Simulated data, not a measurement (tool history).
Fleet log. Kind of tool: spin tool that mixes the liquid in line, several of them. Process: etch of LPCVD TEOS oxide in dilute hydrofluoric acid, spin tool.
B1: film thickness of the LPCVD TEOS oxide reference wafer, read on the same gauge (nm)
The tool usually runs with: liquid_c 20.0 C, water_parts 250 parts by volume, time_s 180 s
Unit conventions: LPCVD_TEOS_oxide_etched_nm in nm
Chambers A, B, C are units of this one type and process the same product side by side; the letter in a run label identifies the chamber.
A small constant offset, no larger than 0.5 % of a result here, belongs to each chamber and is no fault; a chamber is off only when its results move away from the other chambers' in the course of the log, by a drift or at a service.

run 1C hour=13.8 | liquid_c=20.0 water_parts=250 time_s=180 | B1=130.00 | LPCVD_TEOS_oxide_etched_nm=16.082
run 2B hour=26.1 | liquid_c=20.0 water_parts=250 time_s=180 | B1=130.05 | LPCVD_TEOS_oxide_etched_nm=16.413
run 3A hour=39.0 | liquid_c=20.0 water_parts=250 time_s=180 | B1=130.00 | LPCVD_TEOS_oxide_etched_nm=16.200
run 4B hour=51.9 | liquid_c=20.0 water_parts=250 time_s=180 | B1=130.03 | LPCVD_TEOS_oxide_etched_nm=16.012
run 5C hour=66.1 | liquid_c=20.0 water_parts=250 time_s=180 | B1=130.06 | LPCVD_TEOS_oxide_etched_nm=15.910
run 6A hour=78.8 | liquid_c=20.0 water_parts=250 time_s=180 | B1=129.98 | LPCVD_TEOS_oxide_etched_nm=16.181
run 7C hour=88.9 | liquid_c=20.0 water_parts=250 time_s=180 | B1=129.99 | LPCVD_TEOS_oxide_etched_nm=16.140
run 8B hour=100.3 | liquid_c=20.0 water_parts=250 time_s=180 | B1=130.05 | LPCVD_TEOS_oxide_etched_nm=15.863
run 9A hour=112.6 | liquid_c=20.0 water_parts=250 time_s=180 | B1=129.99 | LPCVD_TEOS_oxide_etched_nm=15.990
run 10C hour=125.7 | liquid_c=20.0 water_parts=250 time_s=180 | B1=129.99 | LPCVD_TEOS_oxide_etched_nm=15.959
-- hour=129.8 chamber C: hydrofluoric acid flow meter replaced
run 11B hour=138.5 | liquid_c=20.0 water_parts=250 time_s=180 | B1=130.01 | LPCVD_TEOS_oxide_etched_nm=15.801
run 12A hour=152.1 | liquid_c=20.0 water_parts=250 time_s=180 | B1=129.99 | LPCVD_TEOS_oxide_etched_nm=16.001
run 13A hour=162.9 | liquid_c=20.0 water_parts=250 time_s=180 | B1=129.98 | LPCVD_TEOS_oxide_etched_nm=15.942
run 14B hour=177.7 | liquid_c=20.0 water_parts=250 time_s=180 | B1=129.96 | LPCVD_TEOS_oxide_etched_nm=15.677
run 15C hour=193.3 | liquid_c=20.0 water_parts=250 time_s=180 | B1=130.04 | LPCVD_TEOS_oxide_etched_nm=16.223
run 16A hour=204.7 | liquid_c=22.0 water_parts=150 time_s=180 | B1=130.03 | LPCVD_TEOS_oxide_etched_nm=32.546
run 17C hour=218.6 | liquid_c=22.0 water_parts=150 time_s=180 | B1=129.99 | LPCVD_TEOS_oxide_etched_nm=31.890
run 18B hour=232.7 | liquid_c=22.0 water_parts=150 time_s=180 | B1=130.01 | LPCVD_TEOS_oxide_etched_nm=31.031
run 19C hour=241.2 | liquid_c=20.0 water_parts=190 time_s=90 | B1=130.02 | LPCVD_TEOS_oxide_etched_nm=11.457
run 20B hour=252.9 | liquid_c=20.0 water_parts=190 time_s=90 | B1=129.99 | LPCVD_TEOS_oxide_etched_nm=10.901
run 21A hour=260.3 | liquid_c=20.0 water_parts=190 time_s=90 | B1=130.00 | LPCVD_TEOS_oxide_etched_nm=11.236
run 22C hour=271.9 | liquid_c=20.0 water_parts=250 time_s=180 | B1=130.00 | LPCVD_TEOS_oxide_etched_nm=16.382
run 23B hour=286.5 | liquid_c=20.0 water_parts=250 time_s=180 | B1=129.95 | LPCVD_TEOS_oxide_etched_nm=15.359
run 24A hour=300.8 | liquid_c=20.0 water_parts=175 time_s=180 | B1=130.00 | LPCVD_TEOS_oxide_etched_nm=24.772
run 25A hour=308.2 | liquid_c=20.0 water_parts=175 time_s=180 | B1=129.96 | LPCVD_TEOS_oxide_etched_nm=24.952
run 26C hour=315.6 | liquid_c=20.0 water_parts=175 time_s=180 | B1=130.04 | LPCVD_TEOS_oxide_etched_nm=25.066
run 27B hour=328.1 | liquid_c=20.0 water_parts=175 time_s=180 | B1=130.03 | LPCVD_TEOS_oxide_etched_nm=23.010
run 28C hour=341.7 | liquid_c=20.0 water_parts=175 time_s=180 | B1=130.00 | LPCVD_TEOS_oxide_etched_nm=25.016
run 29A hour=354.1 | liquid_c=20.0 water_parts=175 time_s=180 | B1=130.04 | LPCVD_TEOS_oxide_etched_nm=24.725
run 30B hour=362.0 | liquid_c=20.0 water_parts=250 time_s=180 | B1=129.99 | LPCVD_TEOS_oxide_etched_nm=15.042
run 31A hour=370.2 | liquid_c=17.5 water_parts=250 time_s=180 | B1=129.98 | LPCVD_TEOS_oxide_etched_nm=14.548
run 32C hour=378.6 | liquid_c=17.5 water_parts=250 time_s=180 | B1=130.02 | LPCVD_TEOS_oxide_etched_nm=14.790
run 33B hour=389.0 | liquid_c=17.5 water_parts=250 time_s=180 | B1=130.00 | LPCVD_TEOS_oxide_etched_nm=13.785
run 34C hour=402.9 | liquid_c=20.0 water_parts=250 time_s=180 | B1=130.00 | LPCVD_TEOS_oxide_etched_nm=16.141

Each of the 3 chambers runs these same settings next. Fill in every chamber's results:
run 35A hour=414.3 | liquid_c=20.0 water_parts=250 time_s=180 | LPCVD_TEOS_oxide_etched_nm=?
run 35B hour=414.3 | liquid_c=20.0 water_parts=250 time_s=180 | LPCVD_TEOS_oxide_etched_nm=?
run 35C hour=414.3 | liquid_c=20.0 water_parts=250 time_s=180 | LPCVD_TEOS_oxide_etched_nm=?

run=35A LPCVD_TEOS_oxide_etched_nm=16.449
run=35B LPCVD_TEOS_oxide_etched_nm=14.853
run=35C LPCVD_TEOS_oxide_etched_nm=15.979
